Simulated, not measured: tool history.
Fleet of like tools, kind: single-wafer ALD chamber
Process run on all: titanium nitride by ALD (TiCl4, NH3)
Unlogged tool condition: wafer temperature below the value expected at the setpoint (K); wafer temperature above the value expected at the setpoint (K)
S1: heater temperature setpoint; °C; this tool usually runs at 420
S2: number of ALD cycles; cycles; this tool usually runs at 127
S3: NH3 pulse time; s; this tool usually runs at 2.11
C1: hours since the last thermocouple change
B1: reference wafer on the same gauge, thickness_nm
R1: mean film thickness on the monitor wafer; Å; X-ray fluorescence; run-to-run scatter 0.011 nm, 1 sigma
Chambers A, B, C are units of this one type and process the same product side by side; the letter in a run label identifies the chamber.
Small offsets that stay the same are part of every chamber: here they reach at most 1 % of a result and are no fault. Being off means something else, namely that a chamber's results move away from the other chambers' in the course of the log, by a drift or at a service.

run	day	S1	S2	S3	C1	B1	R1
1A	0.075	420	127	2.11	851.4	2.3922	28.368
2B	0.2	420	127	2.11	1326.2	2.3913	28.566
3C	0.367	420	127	2.11	704.7	2.3916	28.337
4C	0.538	420	127	2.11	708.8	2.3904	28.236
5B	0.692	420	127	2.11	1338	2.3895	28.449
6A	0.8	420	116	2.51	868.8	2.3892	26.081
7B	0.883	420	116	2.51	1342.6	2.3895	26.208
8A	1.025	420	116	2.51	874.2	2.3902	25.89
# day 1.15: chamber B: thermocouple changed; heater temperature recalibrated
9C	1.154	420	127	2.11	723.6	2.389	28.395
10A	1.296	420	127	2.11	880.7	2.39	28.333
11C	1.421	420	127	2.6	730	2.3877	28.561
12B	1.575	420	127	2.6	10.2	2.3899	28.737
13B	1.717	420	127	2.6	13.6	2.392	28.721
14A	1.808	420	127	2.11	893	2.3892	28.203
15C	1.9	420	127	2.11	741.5	2.3912	28.334
16B	2.042	420	127	2.11	21.4	2.3897	28.603
17A	2.171	407	127	2.11	901.7	2.3911	28.056
18C	2.3	407	127	2.11	751.1	2.391	28.154
19A	2.433	407	127	2.11	908	2.3901	28.217
20C	2.596	420	127	2.11	758.2	2.3917	28.287
21B	2.683	420	127	2.11	36.8	2.3903	28.561
22B	2.783	420	127	2.11	39.2	2.3892	28.415
23A	2.917	420	127	2.11	919.6	2.392	28.27
24C	3.071	420	127	2.11	769.6	2.3874	28.268
25A	3.196	420	127	2.11	926.3	2.3889	28.388
26B	3.288	420	127	2.11	51.3	2.3895	28.514
27C	3.404	420	127	2.11	777.6	2.391	28.214
28A	3.504	420	127	2.11	933.7	2.3897	28.211
29C	3.633	420	127	2.11	783.1	2.3869	28.425
30B	3.754	420	127	2.11	62.5	2.3904	28.649
31C	3.9	420	127	2.11	789.5	2.3881	28.303
32B	4.025	420	127	2.11	69	2.389	28.647
33A	4.146	420	127	2.11	949.1	2.3903	28.168
34A	4.25	420	127	2.11	951.6	2.3941	28.291
35B	4.383	420	127	2.11	77.6	2.3895	28.629
36C	4.483	420	127	2.11	803.5	2.3898	28.257
37C	4.6	420	127	2.11	806.3	2.3904	28.044
38A	4.767	420	127	2.11	964	2.3884	28.213
39B	4.892	420	127	2.11	89.8	2.3897	28.64
40B	5.05	420	127	2.11	93.6	2.3883	28.347
41C	5.2	420	127	2.11	820.7	2.3898	28.288
42A	5.342	411	114	2.11	977.8	2.391	25.281
43C	5.488	411	114	2.11	827.6	2.3884	25.318
44B	5.658	411	114	2.11	108.2	2.3909	25.45

Decide between three cases: one chamber stands off from its peers, the gauge reading all wafers drifts, or nothing is wrong past each chamber's small offset. Where a chamber is off, say which and what most likely put it there.

Beyond each chamber's small constant offset nothing stands out, and the gauge stays steady.

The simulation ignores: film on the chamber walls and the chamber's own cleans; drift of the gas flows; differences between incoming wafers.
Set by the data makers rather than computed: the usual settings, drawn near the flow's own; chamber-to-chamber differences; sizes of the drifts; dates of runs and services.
